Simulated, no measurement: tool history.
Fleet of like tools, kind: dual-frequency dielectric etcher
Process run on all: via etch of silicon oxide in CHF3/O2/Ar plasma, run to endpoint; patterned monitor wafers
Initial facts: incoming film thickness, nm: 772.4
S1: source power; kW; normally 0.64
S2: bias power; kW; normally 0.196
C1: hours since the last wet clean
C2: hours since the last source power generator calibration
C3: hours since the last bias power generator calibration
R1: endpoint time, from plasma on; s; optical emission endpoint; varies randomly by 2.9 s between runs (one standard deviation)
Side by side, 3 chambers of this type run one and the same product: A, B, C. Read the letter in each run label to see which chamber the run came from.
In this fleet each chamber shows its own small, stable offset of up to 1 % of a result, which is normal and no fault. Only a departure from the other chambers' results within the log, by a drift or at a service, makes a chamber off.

Run 1C, hour 6.2: usual settings; C1 114.1; C2 1262.4; C3 1685.7. Result: R1 370.61 s.
Run 2A, hour 14.5: usual settings; C1 113.6; C2 255.4; C3 3003.1. Result: R1 368.91 s.
Run 3B, hour 19.3: usual settings; C1 101.9; C2 719.1; C3 2042.1. Result: R1 366.96 s.
Run 4A, hour 27: usual settings; C1 126.1; C2 267.9; C3 3015.6. Result: R1 366.94 s.
Run 5B, hour 35.2: usual settings; C1 117.8; C2 735; C3 2058. Result: R1 366.36 s.
Run 6C, hour 39.9: usual settings; C1 147.8; C2 1296.1; C3 1719.4. Result: R1 376.07 s.
Run 7A, hour 48.7: usual settings; C1 147.8; C2 289.6; C3 3037.3. Result: R1 372.7 s.
Run 8B, hour 54.1: usual settings but S1 0.72 kW; C1 136.7; C2 753.9; C3 2076.9. Result: R1 351.93 s.
Run 9C, hour 63.6: usual settings but S1 0.72 kW; C1 171.5; C2 1319.8; C3 1743.1. Result: R1 362.48 s.
Run 10B, hour 71.3: usual settings but S1 0.72 kW; C1 153.9; C2 771.1; C3 2094.1. Result: R1 352.43 s.
Run 11A, hour 77.3: usual settings; C1 176.4; C2 318.2; C3 3065.9. Result: R1 371.47 s.
Run 12C, hour 84.4: usual settings; C1 192.3; C2 1340.6; C3 1763.9. Result: R1 373.89 s.
Run 13A, hour 90.9: usual settings; C1 190; C2 331.8; C3 3079.5. Result: R1 366.93 s.
Run 14C, hour 97.9: usual settings; C1 205.8; C2 1354.1; C3 1777.4. Result: R1 378.01 s.
Run 15B, hour 104.9: usual settings but S1 0.57 kW, S2 0.163 kW; C1 187.5; C2 804.7; C3 2127.7. Result: R1 414.41 s.
Run 16C, hour 110: usual settings but S1 0.57 kW, S2 0.163 kW; C1 217.9; C2 1366.2; C3 1789.5. Result: R1 423.26 s.
Run 17B, hour 116.2: usual settings but S1 0.57 kW, S2 0.163 kW; C1 198.8; C2 816; C3 2139. Result: R1 410.14 s.
Run 18A, hour 123.4: usual settings; C1 222.5; C2 364.3; C3 3112. Result: R1 365.5 s.
Run 19B, hour 130.4: usual settings; C1 213; C2 830.2; C3 2153.2. Result: R1 371.58 s.
Run 20A, hour 137.4: usual settings; C1 236.5; C2 378.3; C3 3126. Result: R1 371.23 s.
Run 21C, hour 145.7: usual settings; C1 253.6; C2 1401.9; C3 1825.2. Result: R1 387.58 s.
Run 22C, hour 154.5: usual settings; C1 262.4; C2 1410.7; C3 1834. Result: R1 384.87 s.
Run 23B, hour 158.9: usual settings; C1 241.5; C2 858.7; C3 2181.7. Result: R1 365.3 s.
Run 24A, hour 167.2: usual settings but S2 0.178 kW; C1 266.3; C2 408.1; C3 3155.8. Result: R1 382 s.
Run 25A, hour 172: usual settings but S2 0.178 kW; C1 271.1; C2 412.9; C3 3160.6. Result: R1 383.39 s.
Run 26C, hour 180.2: usual settings but S2 0.178 kW; C1 288.1; C2 1436.4; C3 1859.7. Result: R1 399.2 s.
Run 27B, hour 187.4: usual settings; C1 270; C2 887.2; C3 2210.2. Result: R1 370.3 s.
Run 28A, hour 196.5: usual settings but S1 0.53 kW, S2 0.238 kW; C1 295.6; C2 437.4; C3 3185.1. Result: R1 368.22 s.
Run 29C, hour 204.8: usual settings but S1 0.53 kW, S2 0.238 kW; C1 312.7; C2 1461; C3 1884.3. Result: R1 393.02 s.
Run 30B, hour 212: usual settings but S1 0.53 kW, S2 0.238 kW; C1 294.6; C2 911.8; C3 2234.8. Result: R1 367.61 s.
Run 31B, hour 216.6: usual settings but S1 0.51 kW; C1 299.2; C2 916.4; C3 2239.4. Result: R1 403.52 s.
Run 32C, hour 222.5: usual settings but S1 0.51 kW; C1 330.4; C2 1478.7; C3 1902. Result: R1 424.96 s.
Run 33A, hour 230.8: usual settings but S1 0.51 kW; C1 329.9; C2 471.7; C3 3219.4. Result: R1 405.91 s.
Run 34B, hour 237.7: usual settings; C1 320.3; C2 937.5; C3 2260.5. Result: R1 363.4 s.

All chambers now run identical settings, listed one chamber a line with results as question marks. What results will each chamber show?
Run 35A, hour 244.5: usual settings but S1 0.8 kW. Result: R1 ?.
Run 35B, hour 244.5: usual settings but S1 0.8 kW. Result: R1 ?.
Run 35C, hour 244.5: usual settings but S1 0.8 kW. Result: R1 ?.

run      R1
35A  342.77
35B  340.22
35C  362.91
